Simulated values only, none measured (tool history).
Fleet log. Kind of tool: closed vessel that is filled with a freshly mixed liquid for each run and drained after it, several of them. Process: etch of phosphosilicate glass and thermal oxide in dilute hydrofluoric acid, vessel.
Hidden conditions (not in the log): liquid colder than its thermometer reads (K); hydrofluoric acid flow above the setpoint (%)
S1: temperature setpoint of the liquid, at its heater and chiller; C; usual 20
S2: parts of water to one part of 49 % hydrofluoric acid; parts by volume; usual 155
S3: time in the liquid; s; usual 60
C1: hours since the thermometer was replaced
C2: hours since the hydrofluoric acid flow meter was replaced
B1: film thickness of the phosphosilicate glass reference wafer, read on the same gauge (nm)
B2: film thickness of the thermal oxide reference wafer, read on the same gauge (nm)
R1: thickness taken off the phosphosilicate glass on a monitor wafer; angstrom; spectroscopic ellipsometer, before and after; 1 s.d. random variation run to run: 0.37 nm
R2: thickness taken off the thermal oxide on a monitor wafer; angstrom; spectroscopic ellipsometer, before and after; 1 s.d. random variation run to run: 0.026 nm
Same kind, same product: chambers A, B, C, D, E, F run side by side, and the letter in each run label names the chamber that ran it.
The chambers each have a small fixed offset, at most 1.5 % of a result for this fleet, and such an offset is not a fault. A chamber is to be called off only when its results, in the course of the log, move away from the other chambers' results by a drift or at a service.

| run | hour | S1 | S2 | S3 | C1 | C2 | B1 | B2 | R1 | R2 |
|---|---|---|---|---|---|---|---|---|---|---|
| 1A | 10.2 | 20 | 155 | 60 | 874.9 | 1955.9 | 59.962 | 90.004 | 510.39 | 14.5090 |
|  | 10.3 | chamber A: hydrofluoric acid flow meter replaced |
| 2D | 22.3 | 20 | 155 | 60 | 707.1 | 351.1 | 59.983 | 89.994 | 507.65 | 14.2690 |
| 3C | 35.8 | 20 | 155 | 60 | 1724.8 | 2121.8 | 60.010 | 90.005 | 503.95 | 14.6390 |
| 4B | 45.0 | 20 | 155 | 60 | 1403.6 | 341.4 | 60.004 | 89.977 | 514.14 | 14.5300 |
| 5E | 53.2 | 20 | 155 | 60 | 1226.3 | 1586.8 | 59.982 | 89.994 | 515.09 | 14.6880 |
| 6F | 61.4 | 20 | 155 | 60 | 1140.5 | 496.1 | 59.984 | 90.004 | 514.53 | 14.3830 |
| 7C | 70.8 | 20 | 155 | 60 | 1759.8 | 2156.8 | 60.010 | 89.990 | 513.05 | 14.3020 |
| 8E | 77.8 | 20 | 155 | 60 | 1250.9 | 1611.4 | 59.996 | 89.975 | 514.98 | 14.1630 |
| 9D | 92.3 | 20 | 155 | 60 | 777.1 | 421.1 | 59.992 | 90.009 | 511.33 | 14.3980 |
| 10F | 102.6 | 20 | 130 | 80 | 1181.7 | 537.3 | 59.987 | 89.995 | 832.96 | 23.4840 |
| 11A | 117.4 | 20 | 130 | 80 | 982.1 | 107.2 | 59.982 | 90.022 | 840.98 | 23.7100 |
| 12B | 128.1 | 20 | 130 | 80 | 1486.7 | 424.5 | 59.951 | 89.963 | 836.99 | 24.0280 |
| 13A | 141.0 | 20 | 130 | 80 | 1005.7 | 130.8 | 60.034 | 90.003 | 853.39 | 23.0900 |
| 14F | 150.4 | 20 | 130 | 80 | 1229.5 | 585.1 | 60.004 | 90.031 | 829.63 | 23.2910 |
| 15E | 157.5 | 20 | 130 | 80 | 1330.6 | 1691.1 | 59.996 | 89.989 | 831.86 | 24.2860 |
| 16D | 164.7 | 20 | 155 | 60 | 849.5 | 493.5 | 59.994 | 89.994 | 508.76 | 14.2870 |
| 17B | 174.7 | 20 | 155 | 60 | 1533.3 | 471.1 | 59.980 | 90.001 | 512.13 | 14.3310 |
| 18C | 183.5 | 20 | 155 | 60 | 1872.5 | 2269.5 | 60.008 | 89.979 | 518.03 | 14.6120 |
| 19C | 192.5 | 23 | 155 | 75 | 1881.5 | 2278.5 | 60.042 | 90.026 | 721.23 | 20.6670 |
| 20D | 206.0 | 23 | 155 | 75 | 890.8 | 534.8 | 60.027 | 89.991 | 714.67 | 20.6840 |
| 21B | 216.0 | 23 | 155 | 75 | 1574.6 | 512.4 | 60.042 | 89.956 | 718.28 | 19.8770 |
| 22A | 224.9 | 23 | 155 | 75 | 1089.6 | 214.7 | 59.987 | 90.017 | 727.15 | 20.3790 |
| 23F | 236.2 | 23 | 155 | 75 | 1315.3 | 670.9 | 59.979 | 90.002 | 715.60 | 19.8410 |
| 24E | 247.3 | 23 | 155 | 75 | 1420.4 | 1780.9 | 59.988 | 90.011 | 727.38 | 20.3540 |
| 25D | 261.2 | 20 | 155 | 60 | 946.0 | 590.0 | 59.997 | 89.999 | 508.88 | 14.2280 |
| 26A | 274.3 | 20 | 155 | 60 | 1139.0 | 264.1 | 60.000 | 90.011 | 515.90 | 13.6850 |
| 27C | 289.3 | 20 | 155 | 60 | 1978.3 | 2375.3 | 59.971 | 90.012 | 503.76 | 14.5010 |
| 28E | 304.1 | 20 | 155 | 60 | 1477.2 | 1837.7 | 60.030 | 90.018 | 517.10 | 14.0240 |
| 29B | 312.7 | 17 | 215 | 60 | 1671.3 | 609.1 | 60.022 | 90.005 | 315.68 | 8.5551 |
| 30F | 319.3 | 17 | 215 | 60 | 1398.4 | 754.0 | 59.982 | 90.015 | 307.84 | 8.3366 |
|  | 328.7 | chamber C: hydrofluoric acid flow meter replaced |
| 31B | 331.0 | 17 | 215 | 60 | 1689.6 | 627.4 | 59.986 | 90.012 | 316.00 | 8.5950 |
| 32F | 340.3 | 17 | 215 | 60 | 1419.4 | 775.0 | 60.014 | 90.043 | 303.84 | 8.8783 |
| 33D | 355.1 | 17 | 215 | 60 | 1039.9 | 683.9 | 59.999 | 89.999 | 307.61 | 8.8711 |
| 34A | 367.6 | 17 | 215 | 60 | 1232.3 | 357.4 | 59.990 | 90.013 | 310.85 | 8.8822 |
| 35C | 380.7 | 20 | 155 | 60 | 2069.7 | 52.1 | 59.991 | 90.005 | 511.50 | 14.3490 |
| 36E | 387.3 | 20 | 155 | 60 | 1560.4 | 1920.9 | 60.031 | 90.000 | 514.65 | 14.5880 |
|  | 396.1 | chamber F: thermometer replaced |
| 37B | 399.7 | 20 | 85 | 30 | 1758.3 | 696.1 | 59.962 | 90.015 | 513.60 | 14.4170 |
| 38D | 409.0 | 20 | 85 | 30 | 1093.8 | 737.8 | 59.970 | 89.998 | 514.17 | 14.4970 |
| 39F | 415.9 | 20 | 85 | 30 | 19.8 | 850.6 | 60.000 | 90.010 | 497.87 | 14.1970 |
| 40E | 428.4 | 20 | 85 | 30 | 1601.5 | 1962.0 | 59.977 | 90.023 | 507.95 | 14.3880 |
| 41A | 438.5 | 20 | 85 | 30 | 1303.2 | 428.3 | 59.984 | 89.986 | 511.27 | 14.0610 |

All chambers now run identical settings, listed one chamber a line with results as question marks. What results will each chamber show?
| 42A | 449.3 | 20 | 110 | 60 |  |  |  |  | ? | ? |
| 42B | 449.3 | 20 | 110 | 60 |  |  |  |  | ? | ? |
| 42C | 449.3 | 20 | 110 | 60 |  |  |  |  | ? | ? |
| 42D | 449.3 | 20 | 110 | 60 |  |  |  |  | ? | ? |
| 42E | 449.3 | 20 | 110 | 60 |  |  |  |  | ? | ? |
| 42F | 449.3 | 20 | 110 | 60 |  |  |  |  | ? | ? |

| run | R1 | R2 |
|---|---|---|
| 42A | 774.39 | 22.2000 |
| 42B | 767.98 | 21.7610 |
| 42C | 761.58 | 21.3350 |
| 42D | 754.68 | 20.9060 |
| 42E | 763.25 | 21.7190 |
| 42F | 749.73 | 21.1600 |
